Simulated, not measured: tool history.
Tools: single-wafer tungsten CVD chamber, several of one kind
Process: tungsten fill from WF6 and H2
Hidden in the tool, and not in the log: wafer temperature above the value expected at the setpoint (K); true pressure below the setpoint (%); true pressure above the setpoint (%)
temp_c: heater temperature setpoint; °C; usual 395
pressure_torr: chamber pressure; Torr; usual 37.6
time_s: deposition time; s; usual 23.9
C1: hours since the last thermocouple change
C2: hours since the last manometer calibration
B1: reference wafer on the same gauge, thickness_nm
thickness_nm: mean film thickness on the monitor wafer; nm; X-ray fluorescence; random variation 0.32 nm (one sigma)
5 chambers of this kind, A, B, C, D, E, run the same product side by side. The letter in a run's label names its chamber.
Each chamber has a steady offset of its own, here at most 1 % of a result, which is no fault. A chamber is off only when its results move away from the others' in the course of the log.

run 1A hour=6.9 | temp_c=395 pressure_torr=37.6 time_s=23.9 | C1=1173.7 C2=487.4 | B1=68.924 | thickness_nm=69.938
run 2D hour=13.1 | temp_c=395 pressure_torr=37.6 time_s=23.9 | C1=1309.2 C2=1821.2 | B1=69.006 | thickness_nm=70.54
run 3B hour=18.2 | temp_c=395 pressure_torr=37.6 time_s=23.9 | C1=645.1 C2=442.8 | B1=68.912 | thickness_nm=71.482
run 4C hour=21.7 | temp_c=395 pressure_torr=37.6 time_s=23.9 | C1=1188.1 C2=343.9 | B1=68.918 | thickness_nm=70.826
run 5E hour=25.7 | temp_c=395 pressure_torr=37.6 time_s=23.9 | C1=670.8 C2=321.3 | B1=68.948 | thickness_nm=69.81
run 6B hour=29.8 | temp_c=395 pressure_torr=37.6 time_s=23.9 | C1=656.7 C2=454.4 | B1=68.901 | thickness_nm=70.673
run 7C hour=34.7 | temp_c=395 pressure_torr=37.6 time_s=23.9 | C1=1201.1 C2=356.9 | B1=68.953 | thickness_nm=70.059
run 8E hour=38.5 | temp_c=395 pressure_torr=37.6 time_s=23.9 | C1=683.6 C2=334.1 | B1=68.882 | thickness_nm=70.823
run 9A hour=44.1 | temp_c=395 pressure_torr=37.6 time_s=23.9 | C1=1210.9 C2=524.6 | B1=68.797 | thickness_nm=70.116
run 10D hour=50.8 | temp_c=403 pressure_torr=37.6 time_s=27.6 | C1=1346.9 C2=1858.9 | B1=68.815 | thickness_nm=94.466
run 11C hour=55.4 | temp_c=403 pressure_torr=37.6 time_s=27.6 | C1=1221.8 C2=377.6 | B1=68.922 | thickness_nm=94.272
run 12A hour=61.9 | temp_c=403 pressure_torr=37.6 time_s=27.6 | C1=1228.7 C2=542.4 | B1=68.888 | thickness_nm=94.179
run 13E hour=67.7 | temp_c=403 pressure_torr=37.6 time_s=27.6 | C1=712.8 C2=363.3 | B1=68.931 | thickness_nm=94.658
run 14D hour=73.5 | temp_c=403 pressure_torr=37.6 time_s=27.6 | C1=1369.6 C2=1881.6 | B1=68.894 | thickness_nm=94.416
run 15B hour=77.3 | temp_c=395 pressure_torr=46.7 time_s=20.9 | C1=704.2 C2=501.9 | B1=68.925 | thickness_nm=68.634
run 16B hour=80.8 | temp_c=395 pressure_torr=46.7 time_s=20.9 | C1=707.7 C2=505.4 | B1=68.825 | thickness_nm=68.352
run 17A hour=87.6 | temp_c=395 pressure_torr=46.7 time_s=20.9 | C1=1254.4 C2=568.1 | B1=68.889 | thickness_nm=68.276
run 18E hour=91 | temp_c=395 pressure_torr=46.7 time_s=20.9 | C1=736.1 C2=386.6 | B1=68.861 | thickness_nm=67.678
run 19C hour=97.3 | temp_c=395 pressure_torr=46.7 time_s=20.9 | C1=1263.7 C2=419.5 | B1=68.915 | thickness_nm=68.329
run 20D hour=102 | temp_c=395 pressure_torr=37.6 time_s=23.9 | C1=1398.1 C2=1910.1 | B1=68.852 | thickness_nm=71.092
run 21C hour=106.8 | temp_c=395 pressure_torr=37.6 time_s=23.9 | C1=1273.2 C2=429 | B1=68.915 | thickness_nm=70.639
run 22A hour=111.8 | temp_c=395 pressure_torr=37.6 time_s=23.9 | C1=1278.6 C2=592.3 | B1=68.858 | thickness_nm=70.151
run 23D hour=117.8 | temp_c=395 pressure_torr=37.6 time_s=23.9 | C1=1413.9 C2=1925.9 | B1=68.859 | thickness_nm=70.174
run 24B hour=121.4 | temp_c=395 pressure_torr=37.6 time_s=26.2 | C1=748.3 C2=546 | B1=68.887 | thickness_nm=76.924
run 25E hour=125.7 | temp_c=395 pressure_torr=37.6 time_s=26.2 | C1=770.8 C2=421.3 | B1=68.801 | thickness_nm=77.212
run 26C hour=131 | temp_c=395 pressure_torr=37.6 time_s=26.2 | C1=1297.4 C2=453.2 | B1=68.834 | thickness_nm=78.169
run 27A hour=134.8 | temp_c=395 pressure_torr=37.6 time_s=26.2 | C1=1301.6 C2=615.3 | B1=68.93 | thickness_nm=77.186
run 28E hour=139 | temp_c=395 pressure_torr=37.6 time_s=26.2 | C1=784.1 C2=434.6 | B1=68.851 | thickness_nm=76.924
run 29D hour=144.8 | temp_c=395 pressure_torr=37.6 time_s=23.9 | C1=1440.9 C2=1952.9 | B1=68.981 | thickness_nm=70.381
run 30B hour=151.1 | temp_c=395 pressure_torr=37.6 time_s=23.9 | C1=778 C2=575.7 | B1=68.866 | thickness_nm=70.801
run 31B hour=154.4 | temp_c=395 pressure_torr=37.6 time_s=28.2 | C1=781.3 C2=579 | B1=68.848 | thickness_nm=83.752
run 32D hour=158.2 | temp_c=395 pressure_torr=37.6 time_s=28.2 | C1=1454.3 C2=1966.3 | B1=68.854 | thickness_nm=82.866
run 33C hour=164.8 | temp_c=395 pressure_torr=37.6 time_s=28.2 | C1=1331.2 C2=487 | B1=68.968 | thickness_nm=83.466
run 34E hour=168.4 | temp_c=395 pressure_torr=37.6 time_s=28.2 | C1=813.5 C2=464 | B1=68.884 | thickness_nm=82.812
run 35A hour=175.1 | temp_c=395 pressure_torr=37.6 time_s=28.2 | C1=1341.9 C2=655.6 | B1=68.847 | thickness_nm=82.439
run 36B hour=181.4 | temp_c=395 pressure_torr=37.6 time_s=23.9 | C1=808.3 C2=606 | B1=68.846 | thickness_nm=70.82
run 37A hour=186 | temp_c=395 pressure_torr=37.6 time_s=23.9 | C1=1352.8 C2=666.5 | B1=68.945 | thickness_nm=70.436
run 38E hour=189.5 | temp_c=395 pressure_torr=37.6 time_s=23.9 | C1=834.6 C2=485.1 | B1=68.91 | thickness_nm=70.251
run 39D hour=194.9 | temp_c=395 pressure_torr=37.6 time_s=23.9 | C1=1491 C2=2003 | B1=68.913 | thickness_nm=70.579

Next, every chamber runs the same settings. What will each give?
run 40A hour=200.1 | temp_c=395 pressure_torr=37.6 time_s=23.9 | thickness_nm=?
run 40B hour=200.1 | temp_c=395 pressure_torr=37.6 time_s=23.9 | thickness_nm=?
run 40C hour=200.1 | temp_c=395 pressure_torr=37.6 time_s=23.9 | thickness_nm=?
run 40D hour=200.1 | temp_c=395 pressure_torr=37.6 time_s=23.9 | thickness_nm=?
run 40E hour=200.1 | temp_c=395 pressure_torr=37.6 time_s=23.9 | thickness_nm=?

run=40A thickness_nm=70.271
run=40B thickness_nm=70.55
run=40C thickness_nm=70.698
run=40D thickness_nm=70.621
run=40E thickness_nm=70.249
